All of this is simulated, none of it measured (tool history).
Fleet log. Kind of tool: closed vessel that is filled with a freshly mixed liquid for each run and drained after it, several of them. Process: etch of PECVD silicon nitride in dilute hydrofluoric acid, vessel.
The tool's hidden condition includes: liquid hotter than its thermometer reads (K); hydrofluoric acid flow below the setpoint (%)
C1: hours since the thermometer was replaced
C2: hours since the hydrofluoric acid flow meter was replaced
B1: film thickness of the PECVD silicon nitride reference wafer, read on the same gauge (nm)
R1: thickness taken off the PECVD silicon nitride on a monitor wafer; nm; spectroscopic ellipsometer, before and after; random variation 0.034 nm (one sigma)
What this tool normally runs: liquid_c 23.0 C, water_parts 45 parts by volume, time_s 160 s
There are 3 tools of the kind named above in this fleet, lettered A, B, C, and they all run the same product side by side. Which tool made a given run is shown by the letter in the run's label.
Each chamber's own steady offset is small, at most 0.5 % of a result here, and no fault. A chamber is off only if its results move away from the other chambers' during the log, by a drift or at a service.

{"run": "1C", "hour": 14.2, "liquid_c": 23.0, "water_parts": 45, "time_s": 160, "C1": 712.8, "C2": 123.9, "B1": 70.029, "R1": 5.56}
{"run": "2A", "hour": 27.9, "liquid_c": 23.0, "water_parts": 45, "time_s": 160, "C1": 1439.7, "C2": 1821.8, "B1": 69.992, "R1": 5.5508}
{"run": "3B", "hour": 38.6, "liquid_c": 23.0, "water_parts": 45, "time_s": 160, "C1": 193.6, "C2": 334.1, "B1": 69.997, "R1": 5.5397}
{"run": "4C", "hour": 53.4, "liquid_c": 23.0, "water_parts": 45, "time_s": 160, "C1": 752.0, "C2": 163.1, "B1": 69.98, "R1": 5.5758}
{"run": "5A", "hour": 69.4, "liquid_c": 18.5, "water_parts": 65, "time_s": 160, "C1": 1481.2, "C2": 1863.3, "B1": 70.012, "R1": 2.8833}
{"run": "6B", "hour": 80.3, "liquid_c": 18.5, "water_parts": 65, "time_s": 160, "C1": 235.3, "C2": 375.8, "B1": 69.979, "R1": 2.8764}
{"run": "7C", "hour": 87.6, "liquid_c": 18.5, "water_parts": 65, "time_s": 160, "C1": 786.2, "C2": 197.3, "B1": 70.016, "R1": 2.8216}
{"run": "8A", "hour": 94.9, "liquid_c": 23.0, "water_parts": 45, "time_s": 160, "C1": 1506.7, "C2": 1888.8, "B1": 70.015, "R1": 5.5499}
{"run": "9B", "hour": 109.4, "liquid_c": 23.0, "water_parts": 35, "time_s": 160, "C1": 264.4, "C2": 404.9, "B1": 70.007, "R1": 7.1298}
{"run": "10B", "hour": 124.7, "liquid_c": 23.0, "water_parts": 35, "time_s": 160, "C1": 279.7, "C2": 420.2, "B1": 70.012, "R1": 7.132}
{"hour": 128.2, "done": "chamber A: hydrofluoric acid flow meter replaced"}
{"run": "11C", "hour": 136.0, "liquid_c": 23.0, "water_parts": 35, "time_s": 160, "C1": 834.6, "C2": 245.7, "B1": 70.017, "R1": 7.1653}
{"run": "12A", "hour": 145.1, "liquid_c": 23.0, "water_parts": 45, "time_s": 160, "C1": 1556.9, "C2": 16.9, "B1": 69.969, "R1": 5.5858}
{"run": "13B", "hour": 161.6, "liquid_c": 25.0, "water_parts": 30, "time_s": 160, "C1": 316.6, "C2": 457.1, "B1": 70.012, "R1": 9.475}
{"hour": 170.4, "done": "chamber B: hydrofluoric acid flow meter replaced"}
{"run": "14A", "hour": 171.6, "liquid_c": 25.0, "water_parts": 30, "time_s": 160, "C1": 1583.4, "C2": 43.4, "B1": 69.987, "R1": 9.4935}
{"run": "15C", "hour": 184.0, "liquid_c": 25.0, "water_parts": 30, "time_s": 160, "C1": 882.6, "C2": 293.7, "B1": 70.01, "R1": 9.6351}
{"run": "16C", "hour": 197.9, "liquid_c": 23.0, "water_parts": 45, "time_s": 160, "C1": 896.5, "C2": 307.6, "B1": 69.976, "R1": 5.6008}
{"run": "17A", "hour": 212.0, "liquid_c": 23.0, "water_parts": 45, "time_s": 160, "C1": 1623.8, "C2": 83.8, "B1": 70.005, "R1": 5.5771}
{"run": "18B", "hour": 225.4, "liquid_c": 23.0, "water_parts": 45, "time_s": 160, "C1": 380.4, "C2": 55.1, "B1": 69.999, "R1": 5.5362}
{"run": "19C", "hour": 236.3, "liquid_c": 23.0, "water_parts": 45, "time_s": 160, "C1": 934.9, "C2": 346.0, "B1": 70.011, "R1": 5.6315}
{"run": "20A", "hour": 249.9, "liquid_c": 23.0, "water_parts": 45, "time_s": 160, "C1": 1661.7, "C2": 121.7, "B1": 70.001, "R1": 5.6005}
{"run": "21B", "hour": 257.1, "liquid_c": 23.0, "water_parts": 45, "time_s": 160, "C1": 412.1, "C2": 86.8, "B1": 70.008, "R1": 5.6339}
{"run": "22A", "hour": 271.4, "liquid_c": 23.0, "water_parts": 45, "time_s": 160, "C1": 1683.2, "C2": 143.2, "B1": 69.996, "R1": 5.5828}
{"run": "23C", "hour": 286.5, "liquid_c": 23.0, "water_parts": 45, "time_s": 160, "C1": 985.1, "C2": 396.2, "B1": 70.0, "R1": 5.6475}
{"run": "24B", "hour": 295.1, "liquid_c": 23.0, "water_parts": 45, "time_s": 160, "C1": 450.1, "C2": 124.8, "B1": 70.005, "R1": 5.535}
{"run": "25C", "hour": 310.1, "liquid_c": 23.0, "water_parts": 45, "time_s": 160, "C1": 1008.7, "C2": 419.8, "B1": 70.012, "R1": 5.6918}
{"run": "26A", "hour": 318.2, "liquid_c": 23.0, "water_parts": 45, "time_s": 160, "C1": 1730.0, "C2": 190.0, "B1": 70.009, "R1": 5.5876}
{"run": "27B", "hour": 326.9, "liquid_c": 23.0, "water_parts": 45, "time_s": 160, "C1": 481.9, "C2": 156.6, "B1": 70.014, "R1": 5.5821}
{"run": "28C", "hour": 341.0, "liquid_c": 23.0, "water_parts": 45, "time_s": 160, "C1": 1039.6, "C2": 450.7, "B1": 70.019, "R1": 5.6282}
{"run": "29A", "hour": 353.4, "liquid_c": 23.0, "water_parts": 45, "time_s": 160, "C1": 1765.2, "C2": 225.2, "B1": 69.959, "R1": 5.5576}
{"run": "30B", "hour": 367.8, "liquid_c": 23.0, "water_parts": 45, "time_s": 160, "C1": 522.8, "C2": 197.5, "B1": 69.983, "R1": 5.6415}
{"run": "31B", "hour": 383.1, "liquid_c": 23.0, "water_parts": 45, "time_s": 160, "C1": 538.1, "C2": 212.8, "B1": 69.998, "R1": 5.6882}
{"run": "32C", "hour": 391.8, "liquid_c": 23.0, "water_parts": 45, "time_s": 160, "C1": 1090.4, "C2": 501.5, "B1": 70.001, "R1": 5.6874}
{"run": "33A", "hour": 406.8, "liquid_c": 23.0, "water_parts": 45, "time_s": 160, "C1": 1818.6, "C2": 278.6, "B1": 69.99, "R1": 5.5887}
{"hour": 413.5, "done": "chamber A: thermometer replaced"}
{"run": "34B", "hour": 422.6, "liquid_c": 23.0, "water_parts": 45, "time_s": 160, "C1": 577.6, "C2": 252.3, "B1": 70.025, "R1": 5.6399}
{"run": "35A", "hour": 436.9, "liquid_c": 23.0, "water_parts": 45, "time_s": 160, "C1": 23.5, "C2": 308.7, "B1": 69.999, "R1": 5.5681}
{"run": "36C", "hour": 452.8, "liquid_c": 23.0, "water_parts": 45, "time_s": 160, "C1": 1151.4, "C2": 562.5, "B1": 70.021, "R1": 5.7355}
{"hour": 460.3, "done": "chamber C: hydrofluoric acid flow meter replaced"}
{"run": "37C", "hour": 469.1, "liquid_c": 23.0, "water_parts": 45, "time_s": 160, "C1": 1167.7, "C2": 8.9, "B1": 70.032, "R1": 5.7386}

Next, all 3 chambers run the settings below, one line each with question marks for the results. What does each chamber give?
{"run": "38A", "hour": 481.0, "liquid_c": 23.0, "water_parts": 45, "time_s": 160, "R1": "?"}
{"run": "38B", "hour": 481.0, "liquid_c": 23.0, "water_parts": 45, "time_s": 160, "R1": "?"}
{"run": "38C", "hour": 481.0, "liquid_c": 23.0, "water_parts": 45, "time_s": 160, "R1": "?"}

run=38A R1=5.5889
run=38B R1=5.6568
run=38C R1=5.7566
